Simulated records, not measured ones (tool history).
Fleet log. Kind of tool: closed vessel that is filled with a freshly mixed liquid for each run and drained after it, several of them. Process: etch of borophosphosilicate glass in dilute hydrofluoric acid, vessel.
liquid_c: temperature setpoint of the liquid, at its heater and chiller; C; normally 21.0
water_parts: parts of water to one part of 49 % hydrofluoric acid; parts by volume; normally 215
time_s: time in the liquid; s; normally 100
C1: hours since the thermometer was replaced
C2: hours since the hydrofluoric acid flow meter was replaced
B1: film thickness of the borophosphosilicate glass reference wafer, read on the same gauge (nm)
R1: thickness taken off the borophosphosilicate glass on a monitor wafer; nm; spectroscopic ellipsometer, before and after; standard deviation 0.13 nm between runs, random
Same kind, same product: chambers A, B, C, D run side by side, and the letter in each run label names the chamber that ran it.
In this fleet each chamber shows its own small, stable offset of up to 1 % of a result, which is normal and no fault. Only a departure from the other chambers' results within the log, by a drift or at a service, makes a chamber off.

{"run": "1A", "hour": 5.2, "liquid_c": 21.0, "water_parts": 215, "time_s": 100, "C1": 512.0, "C2": 540.7, "B1": 39.979, "R1": 19.477}
{"run": "2C", "hour": 9.9, "liquid_c": 21.0, "water_parts": 215, "time_s": 100, "C1": 1016.0, "C2": 500.2, "B1": 39.98, "R1": 19.198}
{"run": "3D", "hour": 16.5, "liquid_c": 21.0, "water_parts": 215, "time_s": 100, "C1": 435.5, "C2": 1851.2, "B1": 40.022, "R1": 19.482}
{"run": "4B", "hour": 23.2, "liquid_c": 21.0, "water_parts": 215, "time_s": 100, "C1": 1545.9, "C2": 884.2, "B1": 39.99, "R1": 19.208}
{"run": "5B", "hour": 29.5, "liquid_c": 21.0, "water_parts": 215, "time_s": 100, "C1": 1552.2, "C2": 890.5, "B1": 39.995, "R1": 19.174}
{"run": "6C", "hour": 35.2, "liquid_c": 21.0, "water_parts": 215, "time_s": 100, "C1": 1041.3, "C2": 525.5, "B1": 39.999, "R1": 19.13}
{"run": "7A", "hour": 40.2, "liquid_c": 21.0, "water_parts": 215, "time_s": 100, "C1": 547.0, "C2": 575.7, "B1": 39.993, "R1": 19.442}
{"run": "8D", "hour": 48.1, "liquid_c": 17.0, "water_parts": 215, "time_s": 75, "C1": 467.1, "C2": 1882.8, "B1": 40.021, "R1": 12.459}
{"run": "9A", "hour": 56.9, "liquid_c": 17.0, "water_parts": 215, "time_s": 75, "C1": 563.7, "C2": 592.4, "B1": 39.983, "R1": 12.381}
{"run": "10B", "hour": 66.7, "liquid_c": 17.0, "water_parts": 215, "time_s": 75, "C1": 1589.4, "C2": 927.7, "B1": 40.006, "R1": 12.139}
{"run": "11C", "hour": 72.8, "liquid_c": 17.0, "water_parts": 215, "time_s": 75, "C1": 1078.9, "C2": 563.1, "B1": 39.994, "R1": 12.126}
{"run": "12D", "hour": 80.8, "liquid_c": 21.0, "water_parts": 215, "time_s": 100, "C1": 499.8, "C2": 1915.5, "B1": 39.995, "R1": 19.126}
{"run": "13A", "hour": 87.1, "liquid_c": 21.0, "water_parts": 215, "time_s": 100, "C1": 593.9, "C2": 622.6, "B1": 40.004, "R1": 19.066}
{"run": "14C", "hour": 93.7, "liquid_c": 21.0, "water_parts": 215, "time_s": 100, "C1": 1099.8, "C2": 584.0, "B1": 40.011, "R1": 19.244}
{"run": "15D", "hour": 99.9, "liquid_c": 21.0, "water_parts": 215, "time_s": 100, "C1": 518.9, "C2": 1934.6, "B1": 39.983, "R1": 19.203}
{"run": "16B", "hour": 105.5, "liquid_c": 21.0, "water_parts": 215, "time_s": 45, "C1": 1628.2, "C2": 966.5, "B1": 40.024, "R1": 8.621}
{"run": "17C", "hour": 112.2, "liquid_c": 21.0, "water_parts": 215, "time_s": 45, "C1": 1118.3, "C2": 602.5, "B1": 39.984, "R1": 8.6345}
{"run": "18B", "hour": 116.8, "liquid_c": 21.0, "water_parts": 215, "time_s": 45, "C1": 1639.5, "C2": 977.8, "B1": 40.034, "R1": 8.6782}
{"hour": 117.3, "done": "chamber D: thermometer replaced"}
{"run": "19D", "hour": 126.4, "liquid_c": 21.0, "water_parts": 215, "time_s": 45, "C1": 9.2, "C2": 1961.1, "B1": 39.992, "R1": 8.7056}
{"run": "20A", "hour": 132.5, "liquid_c": 21.0, "water_parts": 215, "time_s": 100, "C1": 639.3, "C2": 668.0, "B1": 39.989, "R1": 19.117}
{"run": "21D", "hour": 142.2, "liquid_c": 21.0, "water_parts": 215, "time_s": 100, "C1": 25.0, "C2": 1976.9, "B1": 39.996, "R1": 19.398}
{"run": "22C", "hour": 151.5, "liquid_c": 21.0, "water_parts": 215, "time_s": 100, "C1": 1157.6, "C2": 641.8, "B1": 40.014, "R1": 19.097}
{"hour": 152.3, "done": "chamber D: hydrofluoric acid flow meter replaced"}
{"run": "23B", "hour": 159.9, "liquid_c": 21.0, "water_parts": 215, "time_s": 100, "C1": 1682.6, "C2": 1020.9, "B1": 39.999, "R1": 19.06}
{"run": "24A", "hour": 168.1, "liquid_c": 21.0, "water_parts": 215, "time_s": 100, "C1": 674.9, "C2": 703.6, "B1": 39.988, "R1": 18.837}
{"run": "25C", "hour": 177.0, "liquid_c": 21.0, "water_parts": 215, "time_s": 100, "C1": 1183.1, "C2": 667.3, "B1": 39.98, "R1": 19.283}
{"run": "26B", "hour": 181.6, "liquid_c": 21.0, "water_parts": 215, "time_s": 100, "C1": 1704.3, "C2": 1042.6, "B1": 40.003, "R1": 19.326}
{"run": "27A", "hour": 189.8, "liquid_c": 21.0, "water_parts": 215, "time_s": 100, "C1": 696.6, "C2": 725.3, "B1": 39.991, "R1": 18.832}
{"run": "28D", "hour": 197.2, "liquid_c": 21.0, "water_parts": 215, "time_s": 100, "C1": 80.0, "C2": 44.9, "B1": 39.995, "R1": 19.429}
{"run": "29D", "hour": 202.0, "liquid_c": 19.5, "water_parts": 265, "time_s": 100, "C1": 84.8, "C2": 49.7, "B1": 39.985, "R1": 13.887}
{"run": "30A", "hour": 207.9, "liquid_c": 19.5, "water_parts": 265, "time_s": 100, "C1": 714.7, "C2": 743.4, "B1": 39.985, "R1": 13.818}
{"run": "31B", "hour": 217.5, "liquid_c": 19.5, "water_parts": 265, "time_s": 100, "C1": 1740.2, "C2": 1078.5, "B1": 40.002, "R1": 14.005}
{"run": "32C", "hour": 227.8, "liquid_c": 19.5, "water_parts": 265, "time_s": 100, "C1": 1233.9, "C2": 718.1, "B1": 40.014, "R1": 14.013}
{"run": "33D", "hour": 236.7, "liquid_c": 21.0, "water_parts": 215, "time_s": 100, "C1": 119.5, "C2": 84.4, "B1": 39.999, "R1": 19.145}
{"run": "34C", "hour": 242.6, "liquid_c": 21.0, "water_parts": 215, "time_s": 100, "C1": 1248.7, "C2": 732.9, "B1": 39.994, "R1": 19.166}
{"run": "35A", "hour": 251.4, "liquid_c": 21.0, "water_parts": 215, "time_s": 100, "C1": 758.2, "C2": 786.9, "B1": 40.004, "R1": 18.654}
{"run": "36B", "hour": 261.0, "liquid_c": 21.0, "water_parts": 215, "time_s": 100, "C1": 1783.7, "C2": 1122.0, "B1": 39.979, "R1": 19.249}
{"run": "37D", "hour": 269.7, "liquid_c": 21.0, "water_parts": 215, "time_s": 100, "C1": 152.5, "C2": 117.4, "B1": 39.984, "R1": 19.111}
{"run": "38C", "hour": 280.1, "liquid_c": 21.0, "water_parts": 305, "time_s": 100, "C1": 1286.2, "C2": 770.4, "B1": 40.004, "R1": 12.268}
{"run": "39B", "hour": 285.3, "liquid_c": 21.0, "water_parts": 305, "time_s": 100, "C1": 1808.0, "C2": 1146.3, "B1": 40.018, "R1": 12.384}
{"run": "40A", "hour": 293.2, "liquid_c": 21.0, "water_parts": 305, "time_s": 100, "C1": 800.0, "C2": 828.7, "B1": 40.004, "R1": 12.055}
{"run": "41B", "hour": 299.0, "liquid_c": 21.0, "water_parts": 305, "time_s": 100, "C1": 1821.7, "C2": 1160.0, "B1": 39.996, "R1": 12.262}
{"run": "42A", "hour": 303.7, "liquid_c": 21.0, "water_parts": 215, "time_s": 100, "C1": 810.5, "C2": 839.2, "B1": 40.016, "R1": 18.612}
{"run": "43C", "hour": 313.1, "liquid_c": 21.0, "water_parts": 215, "time_s": 100, "C1": 1319.2, "C2": 803.4, "B1": 39.992, "R1": 19.225}

Next, every chamber runs the same settings. What will each give?
{"run": "44A", "hour": 320.6, "liquid_c": 21.0, "water_parts": 215, "time_s": 100, "R1": "?"}
{"run": "44B", "hour": 320.6, "liquid_c": 21.0, "water_parts": 215, "time_s": 100, "R1": "?"}
{"run": "44C", "hour": 320.6, "liquid_c": 21.0, "water_parts": 215, "time_s": 100, "R1": "?"}
{"run": "44D", "hour": 320.6, "liquid_c": 21.0, "water_parts": 215, "time_s": 100, "R1": "?"}

run=44A R1=18.0670
run=44B R1=19.0620
run=44C R1=18.9990
run=44D R1=19.0930
